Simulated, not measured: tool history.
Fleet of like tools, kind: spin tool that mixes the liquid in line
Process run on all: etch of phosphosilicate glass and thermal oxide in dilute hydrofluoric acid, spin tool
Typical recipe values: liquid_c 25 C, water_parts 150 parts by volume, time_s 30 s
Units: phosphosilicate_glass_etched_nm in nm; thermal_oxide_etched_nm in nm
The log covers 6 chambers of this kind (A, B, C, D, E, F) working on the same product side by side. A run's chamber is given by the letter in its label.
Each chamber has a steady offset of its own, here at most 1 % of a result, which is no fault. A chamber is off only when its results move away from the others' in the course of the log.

run,hour,liquid_c,water_parts,time_s,hours since the thermometer was replaced,hours since the hydrofluoric acid flow meter was replaced,"read-back film thickness of the phosphosilicate glass reference wafer, read on the same gauge (nm)","read-back film thickness of the thermal oxide reference wafer, read on the same gauge (nm)",phosphosilicate_glass_etched_nm,thermal_oxide_etched_nm
1D,8.5,25,150,30,10.6,1616.2,49.989,49.96,28.901,0.97424
2E,18.6,25,150,30,2042.8,358.3,50.002,50.025,29.351,0.91861
3A,29.2,25,150,30,2396.4,1235.7,49.995,49.989,29.558,0.95905
4B,40.9,25,150,30,2562.1,134.7,50.004,50,29.587,0.89346
5C,49.2,22.5,150,30,857.4,1468.5,50.01,50.001,26.537,0.82823
# hour 51.7: chamber F: hydrofluoric acid flow meter replaced
6F,58.1,22.5,150,30,1014.2,6.4,50.009,50.009,26.493,0.85115
7C,66.2,22.5,150,30,874.4,1485.5,49.987,50.009,26.396,0.83645
# hour 74.8: chamber B: thermometer replaced
8A,77.1,22.5,150,30,2444.3,1283.6,50.013,50.03,26.337,0.87341
9D,84.1,22.5,150,30,86.2,1691.8,50.005,49.935,26.379,0.85071
10B,93.9,22.5,150,30,19.1,187.7,50.009,49.955,26.557,0.83343
11F,101.5,25,150,30,1057.6,49.8,49.985,50.011,28.83,0.9527
12E,109.9,25,150,30,2134.1,449.6,50,50.026,29.404,0.97511
13B,118.5,25,150,30,43.7,212.3,49.99,50.009,29.405,0.92189
14D,124,25,150,30,126.1,1731.7,50.019,49.998,29.286,0.96902
# hour 125.6: chamber A: thermometer replaced
15C,130.7,25,150,30,938.9,1550,50.019,49.984,29.334,0.95003
16A,141.7,25,150,30,16.2,1348.2,50.01,49.965,29.532,0.93785
17E,152.9,25,150,30,2177.1,492.6,49.984,49.965,29.183,0.89864
18F,159.2,25,95,40,1115.3,107.5,50.006,50.04,65.632,2.1476
19C,167.2,25,95,40,975.4,1586.5,49.992,49.982,64.992,2.0436
# hour 169.7: chamber E: hydrofluoric acid flow meter replaced
20D,178.1,25,95,40,180.2,1785.8,50.005,49.99,65.233,2.0336
21E,188.2,25,95,40,2212.4,18.5,50.019,49.999,65.218,2.0571
22A,193.7,25,95,40,68.2,1400.2,50.012,50.047,65.28,2.1689
23F,203.6,25,95,40,1159.7,151.9,50.005,49.947,65.714,2.1795
24B,215.8,25,150,30,141,309.6,49.994,50.012,28.949,0.91618
25D,225.7,25,150,30,227.8,1833.4,49.993,50.044,29.19,0.99971
26F,234.9,25,150,30,1191,183.2,50.004,50.012,29.374,0.90988
27C,243.9,25,150,30,1052.1,1663.2,49.983,49.991,29.646,0.89959
28A,251.3,25,150,30,125.8,1457.8,50,49.955,29.209,0.96864
29B,262,25,150,30,187.2,355.8,49.997,49.996,29.155,0.94019
30E,273.2,25,150,30,2297.4,103.5,50.009,50.02,29.187,0.98695
31C,281,25,150,30,1089.2,1700.3,50.009,49.987,28.974,0.90572
# hour 282.5: chamber A: hydrofluoric acid flow meter replaced
32A,291.5,25,125,15,166,9.1,50.011,50.039,17.907,0.59714
33E,303.4,25,125,15,2327.6,133.7,49.998,50.01,18.046,0.58051
34D,313.6,25,125,15,315.7,1921.3,49.991,50.035,17.92,0.56167
35B,324.5,25,125,15,249.7,418.3,49.998,50.014,18.035,0.57129
36F,330.9,25,125,15,1287,279.2,50.004,50.023,18.045,0.60066
37B,341.4,25,125,15,266.6,435.2,50.009,49.999,18.161,0.5806
38C,347.2,25,150,30,1155.4,1766.5,50.006,50.014,29.047,0.93214
39E,358.6,25,150,30,2382.8,188.9,50.003,50.037,29.154,0.88261
40D,368.9,25,150,30,371,1976.6,50.014,49.987,28.847,0.89639
41F,378.3,25,150,30,1334.4,326.6,50.014,50.012,28.881,0.91277
42A,387.3,25,150,30,261.8,104.9,49.997,49.994,28.975,0.94412
43B,397.4,25,150,30,322.6,491.2,50.011,50.041,29.207,0.92612
44C,407,25,150,30,1215.2,1826.3,50.018,50.073,28.894,0.92377

Which is it: a chamber that has drifted or been left off by a service, a gauge drift common to all chambers, or only each chamber's usual small offset? If a chamber is off, name it and its likeliest cause.

No chamber stands off beyond its own small offset, and the gauge holds steady.
